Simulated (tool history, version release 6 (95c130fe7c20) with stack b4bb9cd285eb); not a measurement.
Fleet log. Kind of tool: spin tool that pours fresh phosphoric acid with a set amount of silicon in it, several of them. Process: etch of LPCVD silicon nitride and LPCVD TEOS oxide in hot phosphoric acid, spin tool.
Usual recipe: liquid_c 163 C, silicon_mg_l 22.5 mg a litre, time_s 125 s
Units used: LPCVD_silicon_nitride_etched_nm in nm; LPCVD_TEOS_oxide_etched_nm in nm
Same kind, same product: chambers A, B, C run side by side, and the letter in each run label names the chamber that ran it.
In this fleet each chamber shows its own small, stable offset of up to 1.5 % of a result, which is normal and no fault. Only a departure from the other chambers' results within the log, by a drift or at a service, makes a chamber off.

run,hour,liquid_c,silicon_mg_l,time_s,hours since the thermometer was replaced,hours since the dissolved silicon flow meter was replaced,hours since the heated supply line was repaired,"read-back film thickness of the LPCVD silicon nitride reference wafer, read on the same gauge (nm)","read-back film thickness of the LPCVD TEOS oxide reference wafer, read on the same gauge (nm)",LPCVD_silicon_nitride_etched_nm,LPCVD_TEOS_oxide_etched_nm
1C,9.0,163,22.5,125,174.2,853.1,2492.3,109.95,140.04,11.970,0.32661
2A,15.9,163,22.5,125,77.7,190.4,2108.3,109.97,139.97,11.795,0.29672
3B,27.3,163,22.5,125,438.3,484.0,617.2,109.98,140.01,11.771,0.33951
4A,39.6,163,22.5,125,101.4,214.1,2132.0,109.99,139.98,11.450,0.29602
5C,51.7,163,22.5,125,216.9,895.8,2535.0,109.99,140.03,11.859,0.31059
6B,61.7,163,22.5,125,472.7,518.4,651.6,110.04,139.99,11.669,0.29506
7A,69.5,163,22.5,125,131.3,244.0,2161.9,110.03,140.00,11.445,0.33437
# hour 71.8: chamber A: heated supply line repaired
8C,79.3,163,22.5,125,244.5,923.4,2562.6,109.98,139.98,11.858,0.32888
9B,93.7,163,22.5,125,504.7,550.4,683.6,110.00,140.01,11.487,0.27317
10B,103.8,163,22.5,125,514.8,560.5,693.7,110.03,140.01,11.676,0.30407
11A,118.2,163,34.0,125,180.0,292.7,46.4,110.02,140.04,11.637,0.20799
12C,128.2,163,34.0,125,293.4,972.3,2611.5,110.00,140.00,11.476,0.20182
13B,136.5,163,34.0,125,547.5,593.2,726.4,109.99,140.01,11.882,0.18190
14C,144.1,163,22.5,125,309.3,988.2,2627.4,110.02,139.98,11.646,0.34670
# hour 151.0: chamber B: thermometer replaced
15A,151.5,163,22.5,125,213.3,326.0,79.7,109.99,140.00,11.635,0.30891
16B,161.7,163,22.5,125,10.7,618.4,751.6,110.01,140.04,11.624,0.28514
17A,169.4,163,22.5,125,231.2,343.9,97.6,110.01,139.98,11.664,0.33871
18C,183.5,163,33.5,185,348.7,1027.6,2666.8,109.99,140.03,17.307,0.34414
19C,191.6,163,33.5,185,356.8,1035.7,2674.9,110.01,140.01,17.646,0.28038
20B,204.5,163,33.5,185,53.5,661.2,794.4,110.00,139.97,17.398,0.32976
21A,216.0,163,22.5,125,277.8,390.5,144.2,110.00,140.00,11.747,0.36694
22B,230.1,163,22.5,125,79.1,686.8,820.0,110.04,140.01,11.768,0.33889
23A,241.2,163,22.5,125,303.0,415.7,169.4,109.98,139.97,11.339,0.33734
24C,254.5,162,22.5,125,419.7,1098.6,2737.8,109.98,140.01,11.286,0.28909
25B,267.9,162,22.5,125,116.9,724.6,857.8,110.01,140.00,11.420,0.27018
26A,274.2,162,22.5,125,336.0,448.7,202.4,109.96,140.00,11.218,0.28869
27C,286.2,163,22.5,125,451.4,1130.3,2769.5,110.01,140.02,11.523,0.26527
28B,295.7,163,22.5,125,144.7,752.4,885.6,109.99,139.99,11.661,0.29613
29C,306.3,160,22.5,125,471.5,1150.4,2789.6,110.01,140.01,10.363,0.22643
30A,319.5,160,22.5,125,381.3,494.0,247.7,109.98,139.99,10.558,0.25166
31C,331.0,160,22.5,125,496.2,1175.1,2814.3,109.98,140.00,10.551,0.25086
32A,344.6,163,22.5,125,406.4,519.1,272.8,110.01,139.94,11.567,0.36656
33B,352.1,163,22.5,125,201.1,808.8,942.0,110.04,139.99,11.794,0.33353
34B,365.3,163,22.5,125,214.3,822.0,955.2,109.97,139.99,11.884,0.30452
35C,376.1,163,22.5,125,541.3,1220.2,2859.4,110.01,140.02,11.606,0.33533
36A,384.2,163,22.5,125,446.0,558.7,312.4,109.98,140.01,11.677,0.32215
37C,392.6,163,22.5,125,557.8,1236.7,2875.9,110.00,139.97,11.752,0.36040

All chambers now run identical settings, listed one chamber a line with results as question marks. What results will each chamber show?
38A,402.9,163,22.5,125,,,,,,?,?
38B,402.9,163,22.5,125,,,,,,?,?
38C,402.9,163,22.5,125,,,,,,?,?

run,LPCVD_silicon_nitride_etched_nm,LPCVD_TEOS_oxide_etched_nm
38A,11.383,0.34778
38B,11.749,0.33794
38C,11.801,0.35533

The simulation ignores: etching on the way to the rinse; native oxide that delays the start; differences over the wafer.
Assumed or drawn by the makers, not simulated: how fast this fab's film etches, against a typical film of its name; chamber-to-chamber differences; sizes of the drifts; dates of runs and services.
